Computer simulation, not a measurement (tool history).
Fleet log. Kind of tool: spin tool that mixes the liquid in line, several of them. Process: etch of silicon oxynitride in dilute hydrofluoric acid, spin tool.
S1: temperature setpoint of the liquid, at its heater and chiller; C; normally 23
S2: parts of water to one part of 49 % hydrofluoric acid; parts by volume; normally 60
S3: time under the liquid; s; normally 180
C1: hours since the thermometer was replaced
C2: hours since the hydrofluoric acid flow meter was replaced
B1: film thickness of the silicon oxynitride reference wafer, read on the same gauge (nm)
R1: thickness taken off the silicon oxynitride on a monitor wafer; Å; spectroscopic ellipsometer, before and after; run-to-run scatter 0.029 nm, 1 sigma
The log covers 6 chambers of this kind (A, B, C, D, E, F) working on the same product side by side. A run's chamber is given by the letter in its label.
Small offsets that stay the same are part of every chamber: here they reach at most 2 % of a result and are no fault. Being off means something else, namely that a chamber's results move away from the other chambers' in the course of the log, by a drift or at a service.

run 1D hour=4.7 | S1=23 S2=60 S3=180 | C1=129.4 C2=641.2 | B1=119.95 | R1=72.506
run 2F hour=12.9 | S1=23 S2=60 S3=180 | C1=2347.2 C2=464.4 | B1=120.02 | R1=72.42
run 3C hour=19.6 | S1=23 S2=60 S3=180 | C1=335.9 C2=649.9 | B1=120.03 | R1=71.931
run 4A hour=29.7 | S1=23 S2=60 S3=180 | C1=403.6 C2=405.8 | B1=120.02 | R1=72.023
run 5E hour=38 | S1=23 S2=60 S3=180 | C1=893 C2=1366.2 | B1=119.96 | R1=72.381
run 6B hour=43.3 | S1=23 S2=60 S3=180 | C1=744.4 C2=806.6 | B1=120 | R1=70.493
run 7D hour=52.1 | S1=23 S2=60 S3=180 | C1=176.8 C2=688.6 | B1=119.99 | R1=72.581
run 8F hour=61.3 | S1=23 S2=60 S3=180 | C1=2395.6 C2=512.8 | B1=120.01 | R1=72.511
run 9C hour=69.5 | S1=23 S2=60 S3=180 | C1=385.8 C2=699.8 | B1=120 | R1=71.308
-- hour=71.8 chamber F: thermometer replaced
run 10B hour=74.1 | S1=23 S2=60 S3=180 | C1=775.2 C2=837.4 | B1=120.05 | R1=70.466
run 11A hour=82 | S1=23 S2=60 S3=180 | C1=455.9 C2=458.1 | B1=119.98 | R1=72.248
run 12E hour=90.7 | S1=23 S2=60 S3=75 | C1=945.7 C2=1418.9 | B1=119.96 | R1=30.028
run 13C hour=95.7 | S1=23 S2=60 S3=75 | C1=412 C2=726 | B1=120.01 | R1=29.701
run 14E hour=101.4 | S1=23 S2=60 S3=75 | C1=956.4 C2=1429.6 | B1=120.03 | R1=29.771
run 15A hour=108.4 | S1=23 S2=60 S3=75 | C1=482.3 C2=484.5 | B1=119.98 | R1=30.144
run 16D hour=117.5 | S1=23 S2=60 S3=75 | C1=242.2 C2=754 | B1=119.96 | R1=30.13
run 17B hour=123.5 | S1=23 S2=60 S3=75 | C1=824.6 C2=886.8 | B1=120.02 | R1=29.479
run 18F hour=131 | S1=23 S2=60 S3=180 | C1=59.2 C2=582.5 | B1=119.95 | R1=72.521
run 19B hour=140 | S1=23 S2=60 S3=180 | C1=841.1 C2=903.3 | B1=120.01 | R1=70.579
run 20E hour=145.5 | S1=23 S2=60 S3=180 | C1=1000.5 C2=1473.7 | B1=120.02 | R1=71.692
run 21A hour=155.4 | S1=23 S2=60 S3=180 | C1=529.3 C2=531.5 | B1=120 | R1=72.223
-- hour=155.9 chamber A: thermometer replaced
run 22F hour=162 | S1=23 S2=60 S3=180 | C1=90.2 C2=613.5 | B1=120 | R1=72.252
run 23C hour=167.6 | S1=23 S2=60 S3=180 | C1=483.9 C2=797.9 | B1=120.02 | R1=70.225
run 24D hour=173.7 | S1=23 S2=60 S3=180 | C1=298.4 C2=810.2 | B1=120.01 | R1=72.06
run 25D hour=179.3 | S1=23 S2=60 S3=180 | C1=304 C2=815.8 | B1=119.95 | R1=71.88
run 26B hour=186.8 | S1=23 S2=60 S3=180 | C1=887.9 C2=950.1 | B1=119.97 | R1=70.784
run 27A hour=191.4 | S1=23 S2=60 S3=180 | C1=35.5 C2=567.5 | B1=119.98 | R1=72.665
run 28F hour=199.5 | S1=23 S2=60 S3=180 | C1=127.7 C2=651 | B1=119.98 | R1=72.677
run 29C hour=204.3 | S1=23 S2=60 S3=180 | C1=520.6 C2=834.6 | B1=119.97 | R1=70.729
run 30E hour=210 | S1=23 S2=60 S3=180 | C1=1065 C2=1538.2 | B1=120.01 | R1=71.587
run 31E hour=216.6 | S1=23 S2=60 S3=180 | C1=1071.6 C2=1544.8 | B1=120.02 | R1=72.332
run 32D hour=226.4 | S1=23 S2=60 S3=95 | C1=351.1 C2=862.9 | B1=119.96 | R1=38.026
run 33C hour=233.2 | S1=23 S2=60 S3=95 | C1=549.5 C2=863.5 | B1=119.99 | R1=36.708
run 34B hour=240.9 | S1=23 S2=60 S3=95 | C1=942 C2=1004.2 | B1=119.93 | R1=37.208
run 35F hour=247.6 | S1=23 S2=60 S3=95 | C1=175.8 C2=699.1 | B1=119.98 | R1=38.057
run 36A hour=257.4 | S1=23 S2=60 S3=95 | C1=101.5 C2=633.5 | B1=119.99 | R1=38.012
run 37F hour=266.7 | S1=23 S2=60 S3=95 | C1=194.9 C2=718.2 | B1=120.05 | R1=38.296
run 38C hour=274.1 | S1=26.5 S2=30 S3=180 | C1=590.4 C2=904.4 | B1=119.99 | R1=169.95
run 39A hour=283.2 | S1=26.5 S2=30 S3=180 | C1=127.3 C2=659.3 | B1=119.98 | R1=178.94

All 6 chambers run these settings next. Forecast each chamber's results:
run 40A hour=290.6 | S1=23 S2=60 S3=255 | R1=?
run 40B hour=290.6 | S1=23 S2=60 S3=255 | R1=?
run 40C hour=290.6 | S1=23 S2=60 S3=255 | R1=?
run 40D hour=290.6 | S1=23 S2=60 S3=255 | R1=?
run 40E hour=290.6 | S1=23 S2=60 S3=255 | R1=?
run 40F hour=290.6 | S1=23 S2=60 S3=255 | R1=?

run=40A R1=102.08
run=40B R1=100.52
run=40C R1=98.77
run=40D R1=102.29
run=40E R1=102.26
run=40F R1=102.36

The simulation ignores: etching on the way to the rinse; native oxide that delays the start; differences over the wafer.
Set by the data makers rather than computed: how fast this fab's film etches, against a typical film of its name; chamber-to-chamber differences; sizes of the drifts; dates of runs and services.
